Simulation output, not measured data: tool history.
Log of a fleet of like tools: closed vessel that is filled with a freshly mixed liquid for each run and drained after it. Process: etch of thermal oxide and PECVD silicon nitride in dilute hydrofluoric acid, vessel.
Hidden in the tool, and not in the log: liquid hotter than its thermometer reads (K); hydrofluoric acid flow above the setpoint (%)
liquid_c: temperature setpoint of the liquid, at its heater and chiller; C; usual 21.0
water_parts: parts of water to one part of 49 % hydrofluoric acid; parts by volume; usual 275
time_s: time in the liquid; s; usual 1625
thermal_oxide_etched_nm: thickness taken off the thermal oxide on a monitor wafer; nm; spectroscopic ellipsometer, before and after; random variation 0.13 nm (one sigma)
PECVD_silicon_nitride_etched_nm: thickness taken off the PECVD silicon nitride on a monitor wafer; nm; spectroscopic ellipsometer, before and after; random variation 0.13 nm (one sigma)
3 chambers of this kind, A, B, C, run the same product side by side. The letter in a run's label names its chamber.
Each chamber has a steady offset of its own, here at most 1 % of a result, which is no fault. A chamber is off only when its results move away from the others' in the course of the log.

run   hour  liquid_c  water_parts  time_s  hours since the thermometer was replaced  hours since the hydrofluoric acid flow meter was replaced  read-back film thickness of the thermal oxide reference wafer, read on the same gauge (nm)  read-back film thickness of the PECVD silicon nitride reference wafer, read on the same gauge (nm)  thermal_oxide_etched_nm  PECVD_silicon_nitride_etched_nm
 1C    7.9      21.0          275    1625                                    1001.5                                                       32.4                                                                                      129.99                                                                                              40.009                   20.728                           22.387
 2B   13.9      21.0          275    1625                                    2368.2                                                      263.5                                                                                      129.97                                                                                              40.024                   20.810                           22.546
 3A   19.6      21.0          275    1625                                    1257.5                                                      361.1                                                                                      129.99                                                                                              39.989                   20.664                           22.498
 4C   29.4      21.0          275    1625                                    1023.0                                                       53.9                                                                                      129.96                                                                                              39.978                   20.451                           22.255
 5B   34.8      21.0          275    1625                                    2389.1                                                      284.4                                                                                      130.02                                                                                              39.990                   20.701                           22.361
 6A   44.3      21.0          275    1625                                    1282.2                                                      385.8                                                                                      130.01                                                                                              40.005                   20.618                           22.467
 7C   53.5      21.0          275    1625                                    1047.1                                                       78.0                                                                                      130.00                                                                                              40.002                   20.661                           22.293
 8A   58.5      21.0          275    1625                                    1296.4                                                      400.0                                                                                      130.04                                                                                              39.997                   20.782                           22.516
 9B   63.2      25.0          275     870                                    2417.5                                                      312.8                                                                                      130.02                                                                                              39.998                   12.958                           15.282
10A   72.1      25.0          275     870                                    1310.0                                                      413.6                                                                                      130.01                                                                                              39.985                   12.841                           15.428
11C   81.2      25.0          275     870                                    1074.8                                                      105.7                                                                                      130.01                                                                                              40.003                   12.831                           15.316
12B   89.5      21.0          275    1625                                    2443.8                                                      339.1                                                                                      130.00                                                                                              40.003                   20.781                           22.304
13A   96.1      24.5          175    1625                                    1334.0                                                      437.6                                                                                      129.97                                                                                              39.996                   41.297                           43.768
14C  104.1      24.5          175    1625                                    1097.7                                                      128.6                                                                                      130.00                                                                                              40.021                   41.661                           43.879
15B  112.0      24.5          175    1625                                    2466.3                                                      361.6                                                                                      130.00                                                                                              40.024                   41.225                           42.982
16A  116.5      21.0          275    1625                                    1354.4                                                      458.0                                                                                      129.99                                                                                              40.014                   21.183                           22.911
17B  122.4      21.0          275    1625                                    2476.7                                                      372.0                                                                                      130.00                                                                                              39.987                   20.774                           22.348
18C  130.6      21.0          275    1625                                    1124.2                                                      155.1                                                                                      130.01                                                                                              40.006                   20.804                           22.411
19A  137.3      21.0          275    2200                                    1375.2                                                      478.8                                                                                      130.00                                                                                              40.003                   28.841                           30.752
20B  145.2      21.0          275    2200                                    2499.5                                                      394.8                                                                                      130.00                                                                                              39.993                   28.314                           30.052
21C  150.9      21.0          275    2200                                    1144.5                                                      175.4                                                                                      130.00                                                                                              40.006                   27.904                           30.177
22B  161.0      21.0          275    1625                                    2515.3                                                      410.6                                                                                      130.00                                                                                              39.980                   20.924                           22.253
23A  168.3      21.0          275    1625                                    1406.2                                                      509.8                                                                                      130.00                                                                                              40.011                   21.587                           22.665
24C  174.8      21.0          275    1625                                    1168.4                                                      199.3                                                                                      130.00                                                                                              40.011                   20.685                           22.501
25B  180.6      21.0          275    1625                                    2534.9                                                      430.2                                                                                      130.01                                                                                              40.005                   20.767                           22.206
26C  190.6      21.0          275    1625                                    1184.2                                                      215.1                                                                                      130.00                                                                                              39.997                   20.674                           22.489
27A  197.9      21.0          275    1625                                    1435.8                                                      539.4                                                                                      130.00                                                                                              40.015                   21.501                           22.950
28B  207.4      21.0          275    1625                                    2561.7                                                      457.0                                                                                      130.01                                                                                              40.004                   20.795                           22.454
29C  212.6      21.0          275    1625                                    1206.2                                                      237.1                                                                                      130.00                                                                                              39.995                   20.671                           22.635
30A  217.9      21.0          275    1625                                    1455.8                                                      559.4                                                                                      129.99                                                                                              40.010                   21.379                           22.916
31C  227.3      21.0          275    1625                                    1220.9                                                      251.8                                                                                      130.01                                                                                              39.994                   20.968                           22.417
32A  235.5      21.0          275    1625                                    1473.4                                                      577.0                                                                                      130.01                                                                                              39.997                   21.665                           23.228
33B  243.0      21.0          275    1625                                    2597.3                                                      492.6                                                                                      129.99                                                                                              39.997                   20.707                           22.341
34C  250.2      21.0          275    1625                                    1243.8                                                      274.7                                                                                      129.97                                                                                              40.023                   20.739                           22.219
35A  257.1      21.0          275    1625                                    1495.0                                                      598.6                                                                                      129.99                                                                                              39.995                   21.715                           23.166
36B  266.4      21.0          275    1625                                    2620.7                                                      516.0                                                                                      130.01                                                                                              40.000                   20.595                           22.377
37A  276.5      21.0          275    1625                                    1514.4                                                      618.0                                                                                      130.00                                                                                              39.990                   21.971                           23.183
38B  283.7      21.0          275    1625                                    2638.0                                                      533.3                                                                                      129.99                                                                                              40.003                   20.685                           22.145
39C  291.9      21.0          275    1625                                    1285.5                                                      316.4                                                                                      129.98                                                                                              39.990                   20.807                           22.394
40A  296.4      21.0          275    1625                                    1534.3                                                      637.9                                                                                      130.00                                                                                              40.013                   21.933                           23.171
41B  300.9      21.0          275    1625                                    2655.2                                                      550.5                                                                                      130.00                                                                                              39.990                   20.862                           22.443
42C  305.7      24.0          275    1625                                    1299.3                                                      330.2                                                                                      130.00                                                                                              39.993                   23.011                           27.192

Next, every chamber runs the same settings. What will each give?
43A  313.0      21.0          405    1625                                                                                                                                                                                                                                                                                                                             ?                                ?
43B  313.0      21.0          405    1625                                                                                                                                                                                                                                                                                                                             ?                                ?
43C  313.0      21.0          405    1625                                                                                                                                                                                                                                                                                                                             ?                                ?

run  thermal_oxide_etched_nm  PECVD_silicon_nitride_etched_nm
43A                   13.321                           15.996
43B                   12.699                           15.444
43C                   12.310                           15.343
